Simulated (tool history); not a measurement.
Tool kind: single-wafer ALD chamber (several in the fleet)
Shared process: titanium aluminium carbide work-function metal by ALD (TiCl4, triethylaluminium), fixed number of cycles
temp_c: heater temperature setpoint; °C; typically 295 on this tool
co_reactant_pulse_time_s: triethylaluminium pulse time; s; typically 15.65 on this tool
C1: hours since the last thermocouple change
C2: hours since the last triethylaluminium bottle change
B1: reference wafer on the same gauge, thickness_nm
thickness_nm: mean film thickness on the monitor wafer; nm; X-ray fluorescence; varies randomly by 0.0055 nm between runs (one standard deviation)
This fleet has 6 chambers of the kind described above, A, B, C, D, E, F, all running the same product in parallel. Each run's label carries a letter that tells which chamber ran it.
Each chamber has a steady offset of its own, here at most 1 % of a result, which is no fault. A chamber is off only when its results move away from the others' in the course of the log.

{"run": "1C", "hour": 4.9, "temp_c": 295, "co_reactant_pulse_time_s": 15.65, "C1": 210, "C2": 855.2, "B1": 2.2014, "thickness_nm": 2.014}
{"run": "2B", "hour": 9.3, "temp_c": 295, "co_reactant_pulse_time_s": 15.65, "C1": 602.5, "C2": 263.4, "B1": 2.2008, "thickness_nm": 2.0149}
{"run": "3D", "hour": 18.0, "temp_c": 295, "co_reactant_pulse_time_s": 15.65, "C1": 1086.6, "C2": 629.1, "B1": 2.1988, "thickness_nm": 2.0053}
{"run": "4A", "hour": 22.6, "temp_c": 295, "co_reactant_pulse_time_s": 15.65, "C1": 1311.8, "C2": 1099.4, "B1": 2.199, "thickness_nm": 2.0302}
{"run": "5F", "hour": 30.6, "temp_c": 295, "co_reactant_pulse_time_s": 15.65, "C1": 1745.3, "C2": 479, "B1": 2.1992, "thickness_nm": 2.0017}
{"run": "6E", "hour": 35.3, "temp_c": 295, "co_reactant_pulse_time_s": 15.65, "C1": 704.5, "C2": 528.4, "B1": 2.2002, "thickness_nm": 2.0178}
{"run": "7A", "hour": 40.7, "temp_c": 295, "co_reactant_pulse_time_s": 15.65, "C1": 1329.9, "C2": 1117.5, "B1": 2.202, "thickness_nm": 2.0222}
{"run": "8B", "hour": 49.2, "temp_c": 295, "co_reactant_pulse_time_s": 15.65, "C1": 642.4, "C2": 303.3, "B1": 2.2006, "thickness_nm": 2.0069}
{"run": "9F", "hour": 57.9, "temp_c": 295, "co_reactant_pulse_time_s": 17.7, "C1": 1772.6, "C2": 506.3, "B1": 2.2002, "thickness_nm": 2.0089}
{"run": "10C", "hour": 66.3, "temp_c": 295, "co_reactant_pulse_time_s": 17.7, "C1": 271.4, "C2": 916.6, "B1": 2.2012, "thickness_nm": 2.0162}
{"run": "11D", "hour": 71.6, "temp_c": 295, "co_reactant_pulse_time_s": 17.7, "C1": 1140.2, "C2": 682.7, "B1": 2.2001, "thickness_nm": 2.0101}
{"run": "12E", "hour": 77.4, "temp_c": 295, "co_reactant_pulse_time_s": 17.7, "C1": 746.6, "C2": 570.5, "B1": 2.2014, "thickness_nm": 2.0147}
{"run": "13A", "hour": 83.4, "temp_c": 295, "co_reactant_pulse_time_s": 17.7, "C1": 1372.6, "C2": 1160.2, "B1": 2.1995, "thickness_nm": 2.0313}
{"hour": 88.6, "done": "chamber D: thermocouple changed; heater temperature recalibrated"}
{"run": "14B", "hour": 91.1, "temp_c": 295, "co_reactant_pulse_time_s": 17.7, "C1": 684.3, "C2": 345.2, "B1": 2.1988, "thickness_nm": 2.01}
{"hour": 92.3, "done": "chamber F: thermocouple changed; heater temperature recalibrated"}
{"run": "15E", "hour": 97.2, "temp_c": 295, "co_reactant_pulse_time_s": 15.65, "C1": 766.4, "C2": 590.3, "B1": 2.2008, "thickness_nm": 2.0159}
{"run": "16C", "hour": 105.4, "temp_c": 295, "co_reactant_pulse_time_s": 20.92, "C1": 310.5, "C2": 955.7, "B1": 2.1998, "thickness_nm": 2.0186}
{"run": "17D", "hour": 110.7, "temp_c": 295, "co_reactant_pulse_time_s": 20.92, "C1": 22.1, "C2": 721.8, "B1": 2.1988, "thickness_nm": 2.0075}
{"run": "18F", "hour": 117.9, "temp_c": 295, "co_reactant_pulse_time_s": 20.92, "C1": 25.6, "C2": 566.3, "B1": 2.2009, "thickness_nm": 1.9728}
{"run": "19A", "hour": 126.0, "temp_c": 295, "co_reactant_pulse_time_s": 20.92, "C1": 1415.2, "C2": 1202.8, "B1": 2.2011, "thickness_nm": 2.0415}
{"run": "20B", "hour": 132.1, "temp_c": 295, "co_reactant_pulse_time_s": 20.92, "C1": 725.3, "C2": 386.2, "B1": 2.1981, "thickness_nm": 2.0081}
{"run": "21C", "hour": 137.5, "temp_c": 295, "co_reactant_pulse_time_s": 20.92, "C1": 342.6, "C2": 987.8, "B1": 2.1987, "thickness_nm": 2.0201}
{"run": "22F", "hour": 141.5, "temp_c": 295, "co_reactant_pulse_time_s": 15.65, "C1": 49.2, "C2": 589.9, "B1": 2.1997, "thickness_nm": 1.961}
{"run": "23E", "hour": 150.0, "temp_c": 295, "co_reactant_pulse_time_s": 15.65, "C1": 819.2, "C2": 643.1, "B1": 2.1998, "thickness_nm": 2.0089}
{"run": "24D", "hour": 154.8, "temp_c": 295, "co_reactant_pulse_time_s": 15.65, "C1": 66.2, "C2": 765.9, "B1": 2.1985, "thickness_nm": 1.9989}
{"run": "25B", "hour": 162.8, "temp_c": 295, "co_reactant_pulse_time_s": 15.65, "C1": 756, "C2": 416.9, "B1": 2.2, "thickness_nm": 2.0119}
{"run": "26F", "hour": 170.8, "temp_c": 295, "co_reactant_pulse_time_s": 15.65, "C1": 78.5, "C2": 619.2, "B1": 2.1999, "thickness_nm": 1.9602}
{"run": "27D", "hour": 175.9, "temp_c": 295, "co_reactant_pulse_time_s": 15.65, "C1": 87.3, "C2": 787, "B1": 2.1991, "thickness_nm": 2.0031}
{"run": "28E", "hour": 182.3, "temp_c": 295, "co_reactant_pulse_time_s": 15.65, "C1": 851.5, "C2": 675.4, "B1": 2.199, "thickness_nm": 2.0161}
{"run": "29A", "hour": 189.4, "temp_c": 295, "co_reactant_pulse_time_s": 15.65, "C1": 1478.6, "C2": 1266.2, "B1": 2.2005, "thickness_nm": 2.0258}
{"run": "30C", "hour": 194.5, "temp_c": 295, "co_reactant_pulse_time_s": 15.65, "C1": 399.6, "C2": 1044.8, "B1": 2.2009, "thickness_nm": 2.01}
{"run": "31C", "hour": 203.3, "temp_c": 295, "co_reactant_pulse_time_s": 15.65, "C1": 408.4, "C2": 1053.6, "B1": 2.1993, "thickness_nm": 2.0131}
{"run": "32B", "hour": 211.7, "temp_c": 295, "co_reactant_pulse_time_s": 15.65, "C1": 804.9, "C2": 465.8, "B1": 2.2008, "thickness_nm": 2.0141}
{"run": "33A", "hour": 218.5, "temp_c": 295, "co_reactant_pulse_time_s": 15.65, "C1": 1507.7, "C2": 1295.3, "B1": 2.2006, "thickness_nm": 2.0293}
{"run": "34F", "hour": 223.4, "temp_c": 295, "co_reactant_pulse_time_s": 15.65, "C1": 131.1, "C2": 671.8, "B1": 2.1979, "thickness_nm": 1.9757}
{"run": "35D", "hour": 231.9, "temp_c": 295, "co_reactant_pulse_time_s": 15.65, "C1": 143.3, "C2": 843, "B1": 2.1996, "thickness_nm": 2.0071}
{"run": "36E", "hour": 236.1, "temp_c": 295, "co_reactant_pulse_time_s": 15.65, "C1": 905.3, "C2": 729.2, "B1": 2.2012, "thickness_nm": 2.0115}
{"run": "37A", "hour": 244.7, "temp_c": 295, "co_reactant_pulse_time_s": 15.65, "C1": 1533.9, "C2": 1321.5, "B1": 2.2007, "thickness_nm": 2.0291}
{"run": "38B", "hour": 250.7, "temp_c": 295, "co_reactant_pulse_time_s": 15.65, "C1": 843.9, "C2": 504.8, "B1": 2.199, "thickness_nm": 2.0103}
{"run": "39F", "hour": 256.5, "temp_c": 295, "co_reactant_pulse_time_s": 15.65, "C1": 164.2, "C2": 704.9, "B1": 2.2005, "thickness_nm": 1.9767}
{"run": "40C", "hour": 265.2, "temp_c": 295, "co_reactant_pulse_time_s": 15.65, "C1": 470.3, "C2": 1115.5, "B1": 2.2005, "thickness_nm": 2.0086}
{"run": "41D", "hour": 270.8, "temp_c": 295, "co_reactant_pulse_time_s": 15.65, "C1": 182.2, "C2": 881.9, "B1": 2.1986, "thickness_nm": 1.9988}
{"run": "42E", "hour": 274.8, "temp_c": 295, "co_reactant_pulse_time_s": 15.65, "C1": 944, "C2": 767.9, "B1": 2.2006, "thickness_nm": 2.0086}
{"run": "43C", "hour": 281.1, "temp_c": 295, "co_reactant_pulse_time_s": 15.65, "C1": 486.2, "C2": 1131.4, "B1": 2.199, "thickness_nm": 2.0104}
{"run": "44B", "hour": 286.7, "temp_c": 295, "co_reactant_pulse_time_s": 15.65, "C1": 879.9, "C2": 540.8, "B1": 2.2011, "thickness_nm": 2.0067}

The same settings go to every chamber for the next run, one line per chamber below. Forecast the results for each:
{"run": "45A", "hour": 293.2, "temp_c": 295, "co_reactant_pulse_time_s": 15.65, "thickness_nm": "?"}
{"run": "45B", "hour": 293.2, "temp_c": 295, "co_reactant_pulse_time_s": 15.65, "thickness_nm": "?"}
{"run": "45C", "hour": 293.2, "temp_c": 295, "co_reactant_pulse_time_s": 15.65, "thickness_nm": "?"}
{"run": "45D", "hour": 293.2, "temp_c": 295, "co_reactant_pulse_time_s": 15.65, "thickness_nm": "?"}
{"run": "45E", "hour": 293.2, "temp_c": 295, "co_reactant_pulse_time_s": 15.65, "thickness_nm": "?"}
{"run": "45F", "hour": 293.2, "temp_c": 295, "co_reactant_pulse_time_s": 15.65, "thickness_nm": "?"}

run=45A thickness_nm=2.0264
run=45B thickness_nm=2.0135
run=45C thickness_nm=2.0054
run=45D thickness_nm=2.0092
run=45E thickness_nm=2.0195
run=45F thickness_nm=1.9605

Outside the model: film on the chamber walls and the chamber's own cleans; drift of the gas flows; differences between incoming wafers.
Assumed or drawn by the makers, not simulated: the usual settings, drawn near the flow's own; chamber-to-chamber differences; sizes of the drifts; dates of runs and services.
